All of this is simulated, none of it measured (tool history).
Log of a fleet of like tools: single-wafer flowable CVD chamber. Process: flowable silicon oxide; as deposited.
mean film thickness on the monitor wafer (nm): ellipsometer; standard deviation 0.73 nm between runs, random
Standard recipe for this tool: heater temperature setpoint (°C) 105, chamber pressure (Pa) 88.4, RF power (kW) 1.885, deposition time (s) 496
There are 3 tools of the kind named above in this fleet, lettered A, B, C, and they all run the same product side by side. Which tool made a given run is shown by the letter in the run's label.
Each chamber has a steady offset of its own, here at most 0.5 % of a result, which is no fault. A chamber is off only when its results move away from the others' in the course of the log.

run,hour,heater temperature setpoint (°C),chamber pressure (Pa),RF power (kW),deposition time (s),"read-back reference wafer on the same gauge, thickness_nm",mean film thickness on the monitor wafer (nm)
1B,7.0,105,88.4,1.885,496,177.99,195.97
2A,13.9,105,88.4,1.885,496,177.85,195.61
3C,20.9,105,88.4,1.885,496,178.13,196.89
4C,31.4,105,88.4,1.885,496,177.85,196.75
5A,39.8,105,88.4,1.885,496,177.91,194.93
6B,48.2,105,88.4,1.885,496,177.92,195.03
7C,61.4,105,88.4,1.885,496,178.08,195.07
8A,71.1,105,88.4,1.885,496,177.95,194.71
# hour 75.9: chamber A: RF generator calibrated
9B,82.4,105,88.4,1.885,496,177.86,192.81
10A,95.3,105,88.4,1.885,496,177.92,195.84
11B,106.5,105,106.8,2.240,496,177.89,253.39
12C,114.3,105,106.8,2.240,496,178.10,262.87
13B,120.4,105,106.8,2.240,496,177.77,253.87
14C,127.9,105,88.4,1.885,496,177.94,196.06
15A,133.9,105,88.4,1.885,496,177.89,194.60
16C,140.3,105,88.4,1.885,496,178.18,196.87
17A,153.8,105,88.4,1.885,496,177.91,195.21
18B,160.2,105,88.4,1.885,496,177.97,188.94
19C,166.2,105,88.4,2.050,540,177.99,218.21
20B,173.0,105,88.4,2.050,540,178.22,206.98

Next, all 3 chambers run the settings below, one line each with question marks for the results. What does each chamber give?
21A,182.8,105,88.4,2.110,496,,?
21B,182.8,105,88.4,2.110,496,,?
21C,182.8,105,88.4,2.110,496,,?

run,mean film thickness on the monitor wafer (nm)
21A,200.87
21B,191.24
21C,199.39
